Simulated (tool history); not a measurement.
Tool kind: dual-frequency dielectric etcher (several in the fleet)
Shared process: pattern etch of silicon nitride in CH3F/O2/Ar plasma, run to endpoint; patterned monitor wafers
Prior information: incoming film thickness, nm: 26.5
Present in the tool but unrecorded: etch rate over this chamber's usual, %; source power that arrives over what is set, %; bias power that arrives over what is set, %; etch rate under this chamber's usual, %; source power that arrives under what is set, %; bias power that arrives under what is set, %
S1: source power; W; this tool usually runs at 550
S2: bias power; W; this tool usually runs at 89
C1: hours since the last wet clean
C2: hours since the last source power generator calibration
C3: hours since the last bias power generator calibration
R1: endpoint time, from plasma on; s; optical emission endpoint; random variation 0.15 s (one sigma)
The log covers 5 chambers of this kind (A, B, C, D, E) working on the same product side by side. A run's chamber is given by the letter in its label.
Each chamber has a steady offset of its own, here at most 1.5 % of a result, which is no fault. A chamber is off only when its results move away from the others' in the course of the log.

| run | hour | S1 | S2 | C1 | C2 | C3 | R1 |
|---|---|---|---|---|---|---|---|
| 1A | 5.4 | 550 | 89 | 105.5 | 2100.4 | 551.7 | 31.615 |
|  | 8.1 | chamber C: wet clean of the chamber |
| 2E | 14.0 | 550 | 89 | 165.0 | 510.9 | 1231.6 | 31.757 |
| 3C | 22.7 | 550 | 89 | 14.7 | 1318.6 | 2200.3 | 31.695 |
| 4D | 29.5 | 550 | 89 | 184.3 | 1830.6 | 123.7 | 31.326 |
| 5B | 37.6 | 550 | 89 | 371.5 | 207.8 | 961.2 | 31.897 |
| 6B | 42.1 | 550 | 89 | 376.0 | 212.3 | 965.7 | 31.793 |
| 7D | 51.4 | 550 | 89 | 206.2 | 1852.5 | 145.6 | 31.894 |
| 8A | 57.8 | 550 | 89 | 157.9 | 2152.8 | 604.1 | 31.540 |
| 9C | 66.0 | 550 | 104 | 58.0 | 1361.9 | 2243.6 | 30.165 |
| 10E | 70.4 | 550 | 104 | 221.4 | 567.3 | 1288.0 | 29.779 |
| 11C | 78.9 | 550 | 104 | 70.9 | 1374.8 | 2256.5 | 30.297 |
| 12D | 88.1 | 550 | 104 | 242.9 | 1889.2 | 182.3 | 29.425 |
| 13E | 92.8 | 550 | 104 | 243.8 | 589.7 | 1310.4 | 29.976 |
| 14A | 99.7 | 550 | 89 | 199.8 | 2194.7 | 646.0 | 31.394 |
| 15B | 105.8 | 670 | 96 | 439.7 | 276.0 | 1029.4 | 29.029 |
| 16C | 115.0 | 670 | 96 | 107.0 | 1410.9 | 2292.6 | 28.789 |
| 17A | 120.2 | 670 | 96 | 220.3 | 2215.2 | 666.5 | 28.551 |
| 18D | 125.2 | 670 | 96 | 280.0 | 1926.3 | 219.4 | 28.202 |
| 19B | 129.9 | 670 | 96 | 463.8 | 300.1 | 1053.5 | 29.164 |
| 20E | 136.7 | 550 | 89 | 287.7 | 633.6 | 1354.3 | 31.559 |
| 21B | 145.1 | 550 | 89 | 479.0 | 315.3 | 1068.7 | 32.198 |
| 22D | 151.4 | 550 | 89 | 306.2 | 1952.5 | 245.6 | 31.779 |
| 23A | 161.0 | 550 | 89 | 261.1 | 2256.0 | 707.3 | 31.652 |
| 24C | 167.4 | 550 | 89 | 159.4 | 1463.3 | 2345.0 | 31.849 |
| 25E | 172.7 | 550 | 89 | 323.7 | 669.6 | 1390.3 | 31.395 |
| 26C | 180.3 | 630 | 79 | 172.3 | 1476.2 | 2357.9 | 31.240 |
| 27E | 184.8 | 630 | 79 | 335.8 | 681.7 | 1402.4 | 31.134 |
|  | 188.4 | chamber D: wet clean of the chamber |
| 28D | 192.3 | 630 | 79 | 4.0 | 1993.4 | 286.5 | 31.030 |
| 29B | 197.0 | 630 | 79 | 530.9 | 367.2 | 1120.6 | 32.457 |
| 30A | 203.5 | 630 | 79 | 303.6 | 2298.5 | 749.8 | 31.104 |
| 31D | 213.3 | 550 | 89 | 25.0 | 2014.4 | 307.5 | 31.709 |
| 32E | 218.8 | 550 | 89 | 369.8 | 715.7 | 1436.4 | 31.657 |
| 33B | 226.5 | 550 | 89 | 560.4 | 396.7 | 1150.1 | 32.787 |
| 34C | 233.2 | 470 | 89 | 225.2 | 1529.1 | 2410.8 | 33.565 |
|  | 233.7 | chamber E: bias power generator calibrated |
| 35A | 238.8 | 470 | 89 | 338.9 | 2333.8 | 785.1 | 33.306 |
| 36A | 243.4 | 470 | 89 | 343.5 | 2338.4 | 789.7 | 33.336 |
| 37D | 250.2 | 470 | 89 | 61.9 | 2051.3 | 344.4 | 33.421 |
| 38B | 260.1 | 470 | 89 | 594.0 | 430.3 | 1183.7 | 34.952 |
| 39C | 265.7 | 550 | 89 | 257.7 | 1561.6 | 2443.3 | 31.787 |
| 40E | 275.4 | 650 | 89 | 426.4 | 772.3 | 41.8 | 29.581 |
| 41B | 281.4 | 650 | 89 | 615.3 | 451.6 | 1205.0 | 31.231 |

Predict what each chamber gives when all 5 of them run the settings below next.
| 42A | 288.5 | 550 | 99 |  |  |  | ? |
| 42B | 288.5 | 550 | 99 |  |  |  | ? |
| 42C | 288.5 | 550 | 99 |  |  |  | ? |
| 42D | 288.5 | 550 | 99 |  |  |  | ? |
| 42E | 288.5 | 550 | 99 |  |  |  | ? |

| run | R1 |
|---|---|
| 42A | 30.502 |
| 42B | 32.056 |
| 42C | 30.983 |
| 42D | 30.511 |
| 42E | 30.381 |

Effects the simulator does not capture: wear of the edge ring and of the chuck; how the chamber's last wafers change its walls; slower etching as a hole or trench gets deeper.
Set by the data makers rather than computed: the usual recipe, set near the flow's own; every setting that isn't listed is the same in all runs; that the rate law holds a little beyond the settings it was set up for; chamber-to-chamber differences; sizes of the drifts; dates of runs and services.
